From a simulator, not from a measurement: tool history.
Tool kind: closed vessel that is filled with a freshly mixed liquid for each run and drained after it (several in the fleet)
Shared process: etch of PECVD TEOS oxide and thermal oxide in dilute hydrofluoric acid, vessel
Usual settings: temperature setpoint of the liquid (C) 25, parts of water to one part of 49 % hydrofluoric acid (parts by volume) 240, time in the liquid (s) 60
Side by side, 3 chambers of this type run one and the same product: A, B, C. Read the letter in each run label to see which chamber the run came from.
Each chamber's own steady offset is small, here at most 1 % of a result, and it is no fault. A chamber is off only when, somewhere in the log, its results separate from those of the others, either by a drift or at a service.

| run | hour | temperature setpoint of the liquid (C) | parts of water to one part of 49 % hydrofluoric acid (parts by volume) | time in the liquid (s) | read-back film thickness of the PECVD TEOS oxide reference wafer, read on the same gauge (nm) | read-back film thickness of the thermal oxide reference wafer, read on the same gauge (nm) | thickness taken off the PECVD TEOS oxide on a monitor wafer (angstrom) | thickness taken off the thermal oxide on a monitor wafer (angstrom) |
|---|---|---|---|---|---|---|---|---|
| 1A | 11 | 25 | 240 | 60 | 129.99 | 79.992 | 62.573 | 10.266 |
| 2B | 18.8 | 25 | 240 | 60 | 130.01 | 80.006 | 63.601 | 9.9723 |
| 3C | 27 | 25 | 240 | 60 | 129.99 | 79.996 | 63.187 | 10.188 |
| 4C | 34 | 25 | 240 | 60 | 130 | 80.014 | 62.084 | 10.091 |
| 5B | 45 | 25 | 240 | 60 | 130.03 | 79.977 | 63.264 | 10.719 |
| 6A | 53.8 | 25 | 240 | 60 | 129.96 | 79.995 | 62.112 | 10.05 |
| 7A | 61.6 | 25 | 240 | 60 | 130.01 | 80.012 | 61.653 | 10.393 |
| 8B | 69.5 | 25 | 240 | 60 | 130.02 | 79.986 | 62.573 | 10.144 |
| 9C | 78.9 | 25 | 295 | 90 | 130.02 | 79.99 | 72.485 | 11.941 |
| 10C | 84.4 | 25 | 295 | 90 | 130.02 | 79.981 | 71.905 | 11.843 |
| 11A | 96.7 | 25 | 295 | 90 | 129.99 | 80.03 | 72.353 | 12.515 |
| 12B | 103.1 | 25 | 240 | 60 | 130 | 79.96 | 63.201 | 11.329 |
| 13C | 111.2 | 25 | 240 | 60 | 130.01 | 80.014 | 62.964 | 10.174 |
| 14A | 122 | 25 | 240 | 60 | 130 | 79.978 | 61.972 | 10.159 |
| 15B | 132.9 | 20 | 240 | 60 | 130 | 79.98 | 52.898 | 7.8876 |
| 16A | 144.9 | 20 | 240 | 60 | 130 | 80.007 | 51.652 | 8.2966 |
|  | 151.3 | chamber C: thermometer replaced |
| 17C | 151.6 | 20 | 240 | 60 | 129.99 | 79.993 | 52.027 | 8.5287 |
| 18B | 159.5 | 25 | 295 | 80 | 129.98 | 79.961 | 65.202 | 10.9 |
| 19A | 171.3 | 25 | 295 | 80 | 129.99 | 80.009 | 64.486 | 10.864 |
| 20C | 177.6 | 25 | 295 | 80 | 129.99 | 79.991 | 64.515 | 11.011 |
| 21B | 188 | 25 | 240 | 60 | 129.99 | 79.997 | 63.442 | 9.7323 |
| 22A | 196.6 | 25 | 240 | 60 | 129.98 | 80.001 | 63.137 | 10.354 |
| 23B | 206.2 | 25 | 240 | 60 | 129.96 | 80.03 | 63.267 | 10.013 |
| 24C | 217.7 | 29.5 | 240 | 60 | 129.99 | 80.011 | 72.631 | 11.56 |
| 25C | 224 | 29.5 | 240 | 60 | 130 | 79.978 | 73.131 | 12.254 |
| 26B | 229.7 | 29.5 | 240 | 60 | 130.02 | 79.966 | 73.815 | 12.428 |
| 27A | 236.6 | 25 | 310 | 85 | 130.01 | 80.021 | 63.852 | 10.91 |

Decide between three cases: one chamber stands off from its peers, the gauge reading all wafers drifts, or nothing is wrong past each chamber's small offset. Where a chamber is off, say which and what most likely put it there.

Beyond each chamber's small constant offset nothing stands out, and the gauge stays steady.
